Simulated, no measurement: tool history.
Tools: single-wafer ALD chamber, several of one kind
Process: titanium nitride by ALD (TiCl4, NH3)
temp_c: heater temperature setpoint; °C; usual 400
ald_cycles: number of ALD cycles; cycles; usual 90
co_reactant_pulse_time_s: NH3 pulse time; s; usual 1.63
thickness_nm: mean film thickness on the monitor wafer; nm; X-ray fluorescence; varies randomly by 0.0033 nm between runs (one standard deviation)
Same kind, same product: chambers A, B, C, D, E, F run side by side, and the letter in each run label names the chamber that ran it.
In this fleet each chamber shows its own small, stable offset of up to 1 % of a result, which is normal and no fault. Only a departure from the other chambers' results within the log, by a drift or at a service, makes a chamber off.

| run | day | temp_c | ald_cycles | co_reactant_pulse_time_s | hours since the last thermocouple change | read-back reference wafer on the same gauge, thickness_nm | thickness_nm |
|---|---|---|---|---|---|---|---|
| 1F | 0.288 | 400 | 90 | 1.63 | 131.5 | 1.7795 | 1.9673 |
| 2B | 0.600 | 400 | 90 | 1.63 | 363.5 | 1.7788 | 1.9474 |
| 3E | 0.796 | 400 | 90 | 1.63 | 932.5 | 1.7789 | 1.9772 |
| 4C | 1.025 | 400 | 90 | 1.63 | 31.2 | 1.7796 | 1.9679 |
| 5D | 1.242 | 400 | 90 | 1.63 | 678.3 | 1.7782 | 1.9648 |
| 6A | 1.500 | 400 | 90 | 1.63 | 1653.8 | 1.7785 | 1.9688 |
| 7B | 1.654 | 400 | 90 | 1.63 | 388.8 | 1.7771 | 1.9551 |
| 8A | 1.846 | 400 | 90 | 1.63 | 1662.1 | 1.7776 | 1.9651 |
| 9C | 2.058 | 400 | 90 | 1.63 | 56.0 | 1.7774 | 1.9615 |
| 10F | 2.317 | 400 | 90 | 1.63 | 180.2 | 1.7763 | 1.9640 |
| 11E | 2.525 | 400 | 90 | 1.63 | 974.0 | 1.7768 | 1.9669 |
| 12D | 2.704 | 400 | 90 | 1.63 | 713.4 | 1.7757 | 1.9667 |
| 13E | 2.950 | 400 | 90 | 1.63 | 984.2 | 1.7755 | 1.9744 |
| 14C | 3.092 | 400 | 90 | 1.63 | 80.8 | 1.7754 | 1.9649 |
| 15B | 3.367 | 400 | 90 | 1.63 | 429.9 | 1.7739 | 1.9436 |
| 16F | 3.538 | 400 | 90 | 1.63 | 209.5 | 1.7750 | 1.9641 |
| 17D | 3.762 | 400 | 90 | 1.63 | 738.8 | 1.7752 | 1.9604 |
| 18A | 3.921 | 400 | 90 | 1.63 | 1711.9 | 1.7749 | 1.9642 |
| 19B | 4.208 | 400 | 90 | 1.63 | 450.1 | 1.7749 | 1.9518 |
| 20D | 4.450 | 400 | 90 | 1.63 | 755.3 | 1.7736 | 1.9580 |
| 21C | 4.629 | 400 | 90 | 1.63 | 117.7 | 1.7728 | 1.9592 |
| 22F | 4.908 | 400 | 90 | 1.63 | 242.4 | 1.7734 | 1.9534 |
| 23E | 5.133 | 400 | 90 | 1.63 | 1036.6 | 1.7722 | 1.9700 |
| 24A | 5.350 | 400 | 90 | 1.63 | 1746.2 | 1.7725 | 1.9578 |
| 25C | 5.629 | 389 | 90 | 1.44 | 141.7 | 1.7712 | 1.9177 |
| 26A | 5.767 | 389 | 90 | 1.44 | 1756.2 | 1.7709 | 1.9201 |
| 27F | 5.983 | 389 | 90 | 1.44 | 268.2 | 1.7715 | 1.9182 |
| 28E | 6.233 | 389 | 90 | 1.44 | 1063.0 | 1.7712 | 1.9322 |
| 29B | 6.379 | 389 | 90 | 1.44 | 502.2 | 1.7699 | 1.9065 |
| 30D | 6.525 | 389 | 90 | 1.44 | 805.1 | 1.7701 | 1.9235 |
| 31E | 6.733 | 400 | 90 | 1.63 | 1075.0 | 1.7698 | 1.9647 |
| 32B | 6.896 | 400 | 90 | 1.63 | 514.6 | 1.7696 | 1.9478 |
| 33F | 7.108 | 400 | 90 | 1.63 | 295.2 | 1.7693 | 1.9512 |
| 34D | 7.392 | 400 | 90 | 1.63 | 825.9 | 1.7686 | 1.9596 |
| 35A | 7.700 | 400 | 90 | 1.63 | 1802.6 | 1.7679 | 1.9555 |
| 36C | 7.958 | 400 | 90 | 1.63 | 197.6 | 1.7677 | 1.9478 |

The same settings go to every chamber for the next run, one line per chamber below. Forecast the results for each:
| 37A | 8.183 | 400 | 90 | 1.11 |  |  | ? |
| 37B | 8.183 | 400 | 90 | 1.11 |  |  | ? |
| 37C | 8.183 | 400 | 90 | 1.11 |  |  | ? |
| 37D | 8.183 | 400 | 90 | 1.11 |  |  | ? |
| 37E | 8.183 | 400 | 90 | 1.11 |  |  | ? |
| 37F | 8.183 | 400 | 90 | 1.11 |  |  | ? |

| run | thickness_nm |
|---|---|
| 37A | 1.9160 |
| 37B | 1.9067 |
| 37C | 1.9202 |
| 37D | 1.9188 |
| 37E | 1.9285 |
| 37F | 1.9146 |
